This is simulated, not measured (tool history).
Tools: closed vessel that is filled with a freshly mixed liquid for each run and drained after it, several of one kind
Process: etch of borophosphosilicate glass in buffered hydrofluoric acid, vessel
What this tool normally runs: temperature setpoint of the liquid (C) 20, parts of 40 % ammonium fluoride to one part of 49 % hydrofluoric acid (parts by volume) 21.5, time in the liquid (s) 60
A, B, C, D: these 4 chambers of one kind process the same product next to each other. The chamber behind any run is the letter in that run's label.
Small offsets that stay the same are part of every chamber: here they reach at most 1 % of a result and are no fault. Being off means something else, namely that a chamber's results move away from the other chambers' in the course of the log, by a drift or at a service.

run,hour,temperature setpoint of the liquid (C),parts of 40 % ammonium fluoride to one part of 49 % hydrofluoric acid (parts by volume),time in the liquid (s),"read-back film thickness of the borophosphosilicate glass reference wafer, read on the same gauge (nm)",thickness taken off the borophosphosilicate glass on a monitor wafer (angstrom)
1B,9.1,20,21.5,60,50,828.21
2D,13.9,20,21.5,60,49.978,830.89
3A,19.7,20,21.5,60,50.014,821.26
4C,29,20,21.5,60,49.984,823.35
5D,38,20,21.5,60,50.011,829.87
6C,47.3,20,21.5,60,49.983,822.35
7B,56.8,20,21.5,60,50.006,818.34
8A,64.5,20,21.5,60,50.01,826.37
9B,69.1,20,21.5,60,49.979,820.35
10D,74.5,20,21.5,60,50.015,838.21
11A,81.1,20,21.5,60,49.984,829.78
12C,90.9,20,29,60,50.002,667.48
13C,98.6,20,29,60,49.99,665.47
14D,103.2,20,29,60,49.967,677.82
15B,108.4,20,29,60,50.011,663.83
16A,117.6,22.5,21.5,60,50.04,945.02
# hour 118.7: chamber A: hydrofluoric acid flow meter replaced
17A,123.6,22.5,21.5,60,49.985,949.6
18C,128.8,22.5,21.5,60,49.995,941.7
19B,139,22.5,21.5,60,49.992,931.28
20D,146.3,20,21.5,60,50.008,828.89
21C,151.2,20,21.5,60,50.001,826.57
22B,161.4,20,21.5,60,50.007,800.92
23D,167.2,20,21.5,60,49.996,830.23
24A,171.9,20,21.5,60,49.987,825.57
25B,182.2,20,21.5,60,50.008,805.29
26A,187.3,20,21.5,60,50.026,829.98
27D,197,20,21.5,60,50.041,824.46
28C,203.3,20,28.5,60,49.994,682.33
29C,208.4,20,28.5,60,49.984,677.09
30D,215.7,20,28.5,60,50.004,679.26
31B,222.3,20,28.5,60,50.005,656.22

All 4 chambers run these settings next. Forecast each chamber's results:
32A,229.8,20,26,60,,?
32B,229.8,20,26,60,,?
32C,229.8,20,26,60,,?
32D,229.8,20,26,60,,?

run,thickness taken off the borophosphosilicate glass on a monitor wafer (angstrom)
32A,717.64
32B,705.6
32C,723.89
32D,723.58
